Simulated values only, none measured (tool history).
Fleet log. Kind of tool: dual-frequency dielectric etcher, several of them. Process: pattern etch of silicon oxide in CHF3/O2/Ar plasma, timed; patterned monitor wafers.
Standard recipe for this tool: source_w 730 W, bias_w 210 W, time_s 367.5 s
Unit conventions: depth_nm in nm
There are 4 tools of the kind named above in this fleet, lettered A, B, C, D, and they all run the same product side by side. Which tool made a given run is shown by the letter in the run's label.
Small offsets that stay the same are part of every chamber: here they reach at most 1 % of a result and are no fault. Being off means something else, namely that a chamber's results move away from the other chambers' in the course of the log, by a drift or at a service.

| run | hour | source_w | bias_w | time_s | hours since the last wet clean | hours since the last source power generator calibration | hours since the last bias power generator calibration | read-back reference wafer on the same gauge, depth_nm | depth_nm |
|---|---|---|---|---|---|---|---|---|---|
| 1C | 2.1 | 730 | 210 | 367.5 | 643.5 | 1228.3 | 3771.5 | 945.63 | 826.22 |
| 2D | 6.3 | 730 | 210 | 367.5 | 156.0 | 555.0 | 2910.5 | 946.30 | 826.61 |
| 3A | 8.9 | 730 | 210 | 367.5 | 61.5 | 2675.8 | 2069.5 | 945.69 | 831.95 |
| 4B | 12.7 | 730 | 210 | 367.5 | 214.0 | 1487.7 | 291.7 | 946.14 | 827.23 |
| 5D | 17.0 | 730 | 210 | 367.5 | 166.7 | 565.7 | 2921.2 | 946.23 | 827.76 |
| 6C | 20.0 | 730 | 210 | 367.5 | 661.4 | 1246.2 | 3789.4 | 946.12 | 825.19 |
| 7B | 23.7 | 730 | 210 | 367.5 | 225.0 | 1498.7 | 302.7 | 945.91 | 827.68 |
| 8A | 26.8 | 730 | 210 | 367.5 | 79.4 | 2693.7 | 2087.4 | 946.25 | 830.57 |
| 9A | 31.4 | 730 | 210 | 367.5 | 84.0 | 2698.3 | 2092.0 | 946.16 | 832.87 |
| 10C | 34.1 | 730 | 210 | 367.5 | 675.5 | 1260.3 | 3803.5 | 945.60 | 826.04 |
| 11D | 38.6 | 730 | 167 | 367.5 | 188.3 | 587.3 | 2942.8 | 946.10 | 767.97 |
| 12B | 42.3 | 730 | 167 | 367.5 | 243.6 | 1517.3 | 321.3 | 946.22 | 767.31 |
| 13B | 45.5 | 730 | 167 | 367.5 | 246.8 | 1520.5 | 324.5 | 946.60 | 766.43 |
| 14D | 49.2 | 730 | 167 | 367.5 | 198.9 | 597.9 | 2953.4 | 946.03 | 767.88 |
| 15A | 53.5 | 730 | 210 | 367.5 | 106.1 | 2720.4 | 2114.1 | 946.06 | 830.79 |
| 16C | 55.8 | 730 | 210 | 367.5 | 697.2 | 1282.0 | 3825.2 | 946.11 | 824.76 |
| 17C | 57.8 | 730 | 210 | 367.5 | 699.2 | 1284.0 | 3827.2 | 945.75 | 830.52 |
| 18B | 60.3 | 730 | 210 | 367.5 | 261.6 | 1535.3 | 339.3 | 946.27 | 833.90 |
| 19A | 62.4 | 730 | 210 | 367.5 | 115.0 | 2729.3 | 2123.0 | 945.90 | 832.06 |
|  | 63.6 | chamber C: wet clean of the chamber |
| 20D | 66.9 | 900 | 239 | 367.5 | 216.6 | 615.6 | 2971.1 | 945.63 | 933.61 |
| 21C | 70.4 | 900 | 239 | 367.5 | 6.8 | 1296.6 | 3839.8 | 945.66 | 930.80 |
| 22A | 73.1 | 900 | 239 | 367.5 | 125.7 | 2740.0 | 2133.7 | 946.04 | 941.41 |
| 23D | 77.4 | 900 | 239 | 367.5 | 227.1 | 626.1 | 2981.6 | 945.51 | 934.63 |
| 24B | 81.2 | 730 | 210 | 367.5 | 282.5 | 1556.2 | 360.2 | 946.04 | 841.60 |
| 25D | 84.6 | 730 | 210 | 367.5 | 234.3 | 633.3 | 2988.8 | 946.07 | 830.63 |
| 26B | 87.2 | 640 | 230 | 367.5 | 288.5 | 1562.2 | 366.2 | 945.90 | 825.94 |
| 27A | 91.0 | 640 | 230 | 367.5 | 143.6 | 2757.9 | 2151.6 | 946.25 | 816.31 |
| 28C | 94.3 | 640 | 230 | 367.5 | 30.7 | 1320.5 | 3863.7 | 946.13 | 810.55 |
| 29A | 97.3 | 640 | 230 | 367.5 | 149.9 | 2764.2 | 2157.9 | 946.14 | 817.34 |
| 30B | 99.5 | 730 | 210 | 367.5 | 300.8 | 1574.5 | 378.5 | 946.03 | 845.26 |

Does one chamber stand apart from the rest, does the shared gauge drift, or is all well apart from small per-chamber offsets? Give the chamber and the most likely cause, where there is one.

Little by little, chamber B moves away from the other chambers.
Cause: etch rate over this chamber's usual, % = 2.23.
The log might look much the same if the cause were instead: source power that arrives over what is set, %.

Chamber B could run next with any of the 4 candidate recipes listed below; each alters the usual settings, and their results appear as question marks. Which one brings its results back in line with what the other chambers deliver on the usual settings?
In line here means within this much of the mean the other chambers give on the usual settings: depth_nm 6.60 nm
| 31B-1 | 102.8 | 730 | 210 | 381.0 |  |  |  |  | ? |
| 31B-2 | 102.8 | 730 | 211 | 374.5 |  |  |  |  | ? |
| 31B-3 | 102.8 | 690 | 210 | 367.5 |  |  |  |  | ? |
| 31B-4 | 102.8 | 690 | 200 | 367.5 |  |  |  |  | ? |

On the usual settings, the other chambers give on average: depth_nm 827.93 nm
| run | depth_nm |
|---|---|
| 31B-1 | 877.74 |
| 31B-2 | 864.17 |
| 31B-3 | 828.86 |
| 31B-4 | 815.12 |
The right change is 31B-3: it brings the chamber back within the allowed miss of the others.
